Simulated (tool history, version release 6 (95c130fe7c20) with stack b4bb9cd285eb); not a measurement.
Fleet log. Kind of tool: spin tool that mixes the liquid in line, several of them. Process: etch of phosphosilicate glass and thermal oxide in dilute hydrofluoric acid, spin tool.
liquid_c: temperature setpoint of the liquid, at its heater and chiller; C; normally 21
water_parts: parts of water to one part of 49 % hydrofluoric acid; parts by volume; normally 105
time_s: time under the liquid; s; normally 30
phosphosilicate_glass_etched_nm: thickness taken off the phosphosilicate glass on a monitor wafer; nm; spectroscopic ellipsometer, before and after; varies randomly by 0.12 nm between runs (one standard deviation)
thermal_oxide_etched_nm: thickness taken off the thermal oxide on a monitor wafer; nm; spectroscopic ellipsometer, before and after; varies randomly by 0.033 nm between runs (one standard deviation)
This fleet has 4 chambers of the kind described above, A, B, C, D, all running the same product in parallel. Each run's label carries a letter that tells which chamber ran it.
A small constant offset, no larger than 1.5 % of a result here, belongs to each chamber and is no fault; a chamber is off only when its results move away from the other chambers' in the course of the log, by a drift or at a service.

run	day	liquid_c	water_parts	time_s	hours since the thermometer was replaced	hours since the hydrofluoric acid flow meter was replaced	read-back film thickness of the phosphosilicate glass reference wafer, read on the same gauge (nm)	read-back film thickness of the thermal oxide reference wafer, read on the same gauge (nm)	phosphosilicate_glass_etched_nm	thermal_oxide_etched_nm
1A	0.217	21	105	30	1346.2	886.6	39.964	129.99	37.302	1.2223
2B	0.458	21	105	30	619.3	481.3	40.025	129.98	37.501	1.1981
3D	0.654	21	105	30	1755.5	372	39.971	130.01	37.319	1.1569
4C	0.858	21	105	30	873.5	1888	40.028	130	37.159	1.1861
5D	1.029	21	105	30	1764.5	381	40.032	129.97	37.3	1.209
6A	1.371	21	105	30	1373.9	914.3	39.99	130.02	37.293	1.178
7B	1.571	19	60	30	646	508	39.983	130.01	63.685	2.021
8C	1.842	19	60	30	897.1	1911.6	39.999	129.99	62.075	1.9925
9A	2.012	19	60	30	1389.3	929.7	39.962	130.05	63.777	2.0261
10B	2.2	19	60	30	661.1	523.1	40.018	130.01	63.69	2.0485
11D	2.383	21	155	30	1797	413.5	40.057	129.99	23.81	0.74409
12C	2.662	21	155	30	916.8	1931.3	39.979	130	23.772	0.74007
13B	2.908	21	155	30	678.1	540.1	40.019	130.03	23.898	0.73608
14C	3.15	21	155	30	928.5	1943	39.973	130	23.7	0.79201
15A	3.412	21	105	30	1422.9	963.3	40.01	130.01	37.198	1.1802
16D	3.579	18.5	105	30	1825.7	442.2	40.007	129.96	33.672	1.0584
17B	3.862	18.5	105	30	701	563	40.024	129.99	33.786	1.0329
18D	4.217	18.5	105	30	1841	457.5	39.986	129.98	33.814	1.055
19A	4.571	18.5	105	30	1450.7	991.1	40.008	129.97	33.475	1.1102
20C	4.825	21	105	15	968.7	1983.2	40.036	130.06	18.551	0.59964
21D	5.071	21	105	15	1861.5	478	39.997	130.02	18.67	0.60218
22C	5.279	21	105	15	979.6	1994.1	39.989	130.01	18.452	0.6038
23A	5.575	21	105	15	1474.8	1015.2	39.981	130.02	18.54	0.59676
24B	5.783	18	125	30	747.1	609.1	40.001	129.99	27.185	0.85069
25A	6.046	18	125	30	1486.1	1026.5	40.032	129.95	27.054	0.89641
26D	6.25	18	125	30	1889.8	506.3	39.995	130.02	27.095	0.83288
27B	6.467	18	125	30	763.5	625.5	39.977	129.96	27.228	0.88864
28C	6.717	21	105	30	1014.1	2028.6	39.996	129.96	36.818	1.1503
29D	6.983	21	105	30	1907.4	523.9	39.965	130.01	37.201	1.132
30C	7.308	21	105	40	1028.3	2042.8	40.009	130	49.306	1.556
31A	7.6	21	105	40	1523.4	1063.8	39.973	130.01	49.727	1.6394
32B	7.838	21	105	40	796.4	658.4	40.003	130.02	49.986	1.5519
33A	8.062	21	105	40	1534.5	1074.9	39.984	129.97	49.877	1.5208
34D	8.388	21	105	30	1941.1	557.6	39.996	130	37.625	1.1867
35B	8.733	21	140	45	817.9	679.9	39.998	130.01	40.682	1.2831
36C	9.033	21	140	45	1069.7	2084.2	39.984	130.03	39.949	1.2728
37A	9.35	21	140	45	1565.4	1105.8	39.998	130	40.199	1.2593
38B	9.542	21	140	45	837.3	699.3	39.984	129.98	40.38	1.2542
39C	9.879	21	105	30	1090	2104.5	40.007	129.99	36.906	1.2332
40D	10.129	21	105	30	1982.9	599.4	40.015	130.04	37.138	1.1618

What goes on in this fleet: one chamber off, a drifting gauge, or nothing beyond the chambers' own small offsets? Name the chamber and the cause, if any.

All chambers stay in line apart from their small fixed offsets, and the gauge does not drift.
